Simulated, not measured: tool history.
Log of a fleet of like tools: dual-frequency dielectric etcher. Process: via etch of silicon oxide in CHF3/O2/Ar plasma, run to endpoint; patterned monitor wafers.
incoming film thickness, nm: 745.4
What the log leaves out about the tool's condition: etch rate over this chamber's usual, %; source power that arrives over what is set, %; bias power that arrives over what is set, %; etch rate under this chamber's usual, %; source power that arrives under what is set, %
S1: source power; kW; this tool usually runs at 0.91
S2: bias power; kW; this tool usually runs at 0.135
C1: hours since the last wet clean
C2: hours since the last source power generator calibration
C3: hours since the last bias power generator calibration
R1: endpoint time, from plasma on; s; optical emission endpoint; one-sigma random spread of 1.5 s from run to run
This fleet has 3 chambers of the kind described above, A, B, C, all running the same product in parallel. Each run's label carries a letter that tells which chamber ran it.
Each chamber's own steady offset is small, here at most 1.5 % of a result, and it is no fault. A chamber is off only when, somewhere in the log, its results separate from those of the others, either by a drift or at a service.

run   hour    S1     S2     C1      C2      C3      R1
 1B    8.1  0.91  0.135  103.8   340.4   513.5  355.07
 2C     14  0.91  0.135  334.3  2905.6    2055   355.8
 3A   19.9  0.91  0.135  374.5  1175.2  1843.5  353.71
 4B   24.5  0.91  0.135  120.2   356.8   529.9  355.36
 5C   29.4  0.91  0.135  349.7    2921  2070.4  352.74
 6A   37.2  0.91  0.135  391.8  1192.5  1860.8  354.53
 7C     44  0.91  0.135  364.3  2935.6    2085  354.84
 8A   52.4  0.91  0.135    407  1207.7    1876  355.39
 9B   59.9  0.91  0.135  155.6   392.2   565.3  353.76
      63.1  -- chamber A: wet clean of the chamber
10A   65.7  0.91  0.135    2.6    1221  1889.3  354.55
11C   72.1  0.91  0.135  392.4  2963.7  2113.1  356.57
12B   76.5  0.91  0.135  172.2   408.8   581.9  354.77
13A   83.2  0.91  0.135   20.1  1238.5  1906.8  356.09
14C   89.2  0.91  0.135  409.5  2980.8  2130.2  359.35
15B   95.1  0.91  0.135  190.8   427.4   600.5  355.44
16B  103.8  0.91  0.135  199.5   436.1   609.2  355.61
17C  112.7  0.91  0.135    433  3004.3  2153.7  362.54
18A  121.5  0.91  0.135   58.4  1276.8  1945.1  353.05
19B  125.8  0.91  0.135  221.5   458.1   631.2  355.92
20A  130.9  0.91  0.135   67.8  1286.2  1954.5  352.15
21C  140.1  0.91  0.135  460.4  3031.7  2181.1  368.34
22C  147.4  0.91  0.135  467.7    3039  2188.4  367.12
23B  156.1  0.91  0.135  251.8   488.4   661.5  354.76
24A  163.8  0.91  0.135  100.7  1319.1  1987.4  355.79
25C  172.9  0.91  0.135  493.2  3064.5  2213.9  368.37
26A  182.5  0.91  0.135  119.4  1337.8  2006.1  355.11
27B  189.3  0.91  0.161    285   521.6   694.7   337.8
28C    199  0.91  0.161  519.3  3090.6    2240  349.95
29B  208.5  0.91  0.161  304.2   540.8   713.9     335

What goes on in this fleet: one chamber off, a drifting gauge, or nothing beyond the chambers' own small offsets? Name the chamber and the cause, if any.

Little by little, chamber C moves away from the other chambers.
Likeliest cause: etch rate under this chamber's usual, % = 4.91.

Which of the 4 candidates below, each the usual settings with something changed and its results left as question marks, puts chamber C back in line with what the other chambers give on the usual settings?
A result is in line if it is within this distance of the other chambers' mean on the usual settings: R1 5.4 s
30C-1  215.4  0.94  0.139               ?
30C-2  215.4   0.8  0.135               ?
30C-3  215.4  0.91  0.157               ?
30C-4  215.4  0.88  0.131               ?

The mean the other chambers reach with the usual settings: R1 355.15 s
  run      R1
30C-1   364.2
30C-2  391.05
30C-3  355.23
30C-4  380.35
With 30C-3, the chamber falls back in line with the rest.
